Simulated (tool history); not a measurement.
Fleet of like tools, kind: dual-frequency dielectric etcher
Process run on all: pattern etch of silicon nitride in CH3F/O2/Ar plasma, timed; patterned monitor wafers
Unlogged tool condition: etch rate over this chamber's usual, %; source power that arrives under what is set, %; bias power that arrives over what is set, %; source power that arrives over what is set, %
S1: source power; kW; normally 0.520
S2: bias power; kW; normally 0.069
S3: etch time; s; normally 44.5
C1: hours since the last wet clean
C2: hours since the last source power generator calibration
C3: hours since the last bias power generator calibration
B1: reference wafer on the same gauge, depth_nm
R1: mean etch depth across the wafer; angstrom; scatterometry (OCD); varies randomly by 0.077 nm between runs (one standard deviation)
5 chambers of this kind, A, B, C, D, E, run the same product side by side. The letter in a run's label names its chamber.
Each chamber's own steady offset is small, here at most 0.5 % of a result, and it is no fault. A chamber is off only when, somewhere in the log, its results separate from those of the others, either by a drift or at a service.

{"run": "1E", "day": 0.288, "S1": 0.52, "S2": 0.069, "S3": 44.5, "C1": 316.2, "C2": 471.5, "C3": 64.3, "B1": 35.369, "R1": 340.5}
{"run": "2C", "day": 0.462, "S1": 0.52, "S2": 0.069, "S3": 44.5, "C1": 483.5, "C2": 464.3, "C3": 1882.0, "B1": 35.414, "R1": 339.94}
{"run": "3A", "day": 0.729, "S1": 0.52, "S2": 0.069, "S3": 44.5, "C1": 222.0, "C2": 1037.4, "C3": 3390.4, "B1": 35.384, "R1": 341.27}
{"run": "4B", "day": 0.879, "S1": 0.52, "S2": 0.069, "S3": 44.5, "C1": 251.3, "C2": 270.7, "C3": 1953.8, "B1": 35.398, "R1": 340.81}
{"run": "5D", "day": 1.05, "S1": 0.52, "S2": 0.069, "S3": 44.5, "C1": 301.0, "C2": 716.2, "C3": 1451.4, "B1": 35.382, "R1": 340.37}
{"run": "6D", "day": 1.188, "S1": 0.52, "S2": 0.069, "S3": 44.5, "C1": 304.3, "C2": 719.5, "C3": 1454.7, "B1": 35.398, "R1": 340.25}
{"run": "7E", "day": 1.404, "S1": 0.52, "S2": 0.069, "S3": 44.5, "C1": 343.0, "C2": 498.3, "C3": 91.1, "B1": 35.392, "R1": 340.57}
{"run": "8C", "day": 1.571, "S1": 0.52, "S2": 0.069, "S3": 44.5, "C1": 510.1, "C2": 490.9, "C3": 1908.6, "B1": 35.403, "R1": 339.01}
{"run": "9B", "day": 1.812, "S1": 0.52, "S2": 0.069, "S3": 44.5, "C1": 273.7, "C2": 293.1, "C3": 1976.2, "B1": 35.384, "R1": 340.94}
{"run": "10A", "day": 2.062, "S1": 0.52, "S2": 0.069, "S3": 44.5, "C1": 254.0, "C2": 1069.4, "C3": 3422.4, "B1": 35.415, "R1": 341.08}
{"run": "11D", "day": 2.346, "S1": 0.52, "S2": 0.069, "S3": 44.5, "C1": 332.1, "C2": 747.3, "C3": 1482.5, "B1": 35.426, "R1": 341.06}
{"run": "12A", "day": 2.521, "S1": 0.52, "S2": 0.069, "S3": 44.5, "C1": 265.0, "C2": 1080.4, "C3": 3433.4, "B1": 35.415, "R1": 339.69}
{"run": "13E", "day": 2.746, "S1": 0.52, "S2": 0.069, "S3": 44.5, "C1": 375.2, "C2": 530.5, "C3": 123.3, "B1": 35.386, "R1": 338.16}
{"day": 2.946, "done": "chamber E: wet clean of the chamber"}
{"run": "14C", "day": 2.979, "S1": 0.52, "S2": 0.069, "S3": 44.5, "C1": 543.9, "C2": 524.7, "C3": 1942.4, "B1": 35.411, "R1": 341.26}
{"run": "15B", "day": 3.167, "S1": 0.52, "S2": 0.069, "S3": 44.5, "C1": 306.2, "C2": 325.6, "C3": 2008.7, "B1": 35.386, "R1": 342.27}
{"run": "16A", "day": 3.329, "S1": 0.52, "S2": 0.069, "S3": 44.5, "C1": 284.4, "C2": 1099.8, "C3": 3452.8, "B1": 35.404, "R1": 341.47}
{"run": "17B", "day": 3.621, "S1": 0.52, "S2": 0.069, "S3": 44.5, "C1": 317.1, "C2": 336.5, "C3": 2019.6, "B1": 35.377, "R1": 341.03}
{"run": "18D", "day": 3.912, "S1": 0.52, "S2": 0.069, "S3": 44.5, "C1": 369.7, "C2": 784.9, "C3": 1520.1, "B1": 35.381, "R1": 339.75}
{"run": "19C", "day": 4.088, "S1": 0.42, "S2": 0.056, "S3": 44.5, "C1": 570.5, "C2": 551.3, "C3": 1969.0, "B1": 35.397, "R1": 292.94}
{"run": "20E", "day": 4.217, "S1": 0.42, "S2": 0.056, "S3": 44.5, "C1": 30.6, "C2": 565.8, "C3": 158.6, "B1": 35.39, "R1": 289.99}
{"run": "21A", "day": 4.396, "S1": 0.42, "S2": 0.056, "S3": 44.5, "C1": 310.0, "C2": 1125.4, "C3": 3478.4, "B1": 35.407, "R1": 292.77}
{"run": "22B", "day": 4.629, "S1": 0.42, "S2": 0.056, "S3": 44.5, "C1": 341.3, "C2": 360.7, "C3": 2043.8, "B1": 35.412, "R1": 293.63}
{"run": "23D", "day": 4.825, "S1": 0.42, "S2": 0.056, "S3": 44.5, "C1": 391.6, "C2": 806.8, "C3": 1542.0, "B1": 35.4, "R1": 292.87}
{"run": "24E", "day": 5.071, "S1": 0.52, "S2": 0.069, "S3": 44.5, "C1": 51.1, "C2": 586.3, "C3": 179.1, "B1": 35.389, "R1": 338.26}
{"run": "25C", "day": 5.35, "S1": 0.52, "S2": 0.069, "S3": 44.5, "C1": 600.8, "C2": 581.6, "C3": 1999.3, "B1": 35.395, "R1": 339.25}
{"run": "26B", "day": 5.558, "S1": 0.52, "S2": 0.069, "S3": 44.5, "C1": 363.6, "C2": 383.0, "C3": 2066.1, "B1": 35.395, "R1": 342.12}
{"run": "27A", "day": 5.738, "S1": 0.52, "S2": 0.069, "S3": 44.5, "C1": 342.2, "C2": 1157.6, "C3": 3510.6, "B1": 35.395, "R1": 341.48}
{"run": "28C", "day": 6.008, "S1": 0.52, "S2": 0.069, "S3": 44.5, "C1": 616.6, "C2": 597.4, "C3": 2015.1, "B1": 35.381, "R1": 339.77}
{"run": "29D", "day": 6.167, "S1": 0.52, "S2": 0.069, "S3": 44.5, "C1": 423.8, "C2": 839.0, "C3": 1574.2, "B1": 35.387, "R1": 338.95}
{"run": "30E", "day": 6.458, "S1": 0.52, "S2": 0.069, "S3": 44.5, "C1": 84.4, "C2": 619.6, "C3": 212.4, "B1": 35.396, "R1": 338.75}
{"run": "31B", "day": 6.7, "S1": 0.52, "S2": 0.069, "S3": 44.5, "C1": 391.0, "C2": 410.4, "C3": 2093.5, "B1": 35.393, "R1": 341.85}
{"run": "32C", "day": 6.962, "S1": 0.52, "S2": 0.069, "S3": 44.5, "C1": 639.5, "C2": 620.3, "C3": 2038.0, "B1": 35.393, "R1": 340.03}
{"run": "33D", "day": 7.175, "S1": 0.52, "S2": 0.069, "S3": 37.5, "C1": 448.0, "C2": 863.2, "C3": 1598.4, "B1": 35.386, "R1": 286.29}
{"run": "34E", "day": 7.346, "S1": 0.52, "S2": 0.069, "S3": 37.5, "C1": 105.7, "C2": 640.9, "C3": 233.7, "B1": 35.388, "R1": 284.74}
{"run": "35A", "day": 7.488, "S1": 0.52, "S2": 0.069, "S3": 37.5, "C1": 384.2, "C2": 1199.6, "C3": 3552.6, "B1": 35.412, "R1": 288.31}
{"run": "36C", "day": 7.712, "S1": 0.52, "S2": 0.069, "S3": 37.5, "C1": 657.5, "C2": 638.3, "C3": 2056.0, "B1": 35.412, "R1": 286.24}

Has any chamber moved away from the others, gradually or after a service, or does the common gauge drift, or do the chambers differ only by their own small steady offsets? State the chamber and the most likely cause if one applies.

Beyond each chamber's small constant offset nothing stands out, and the gauge stays steady.
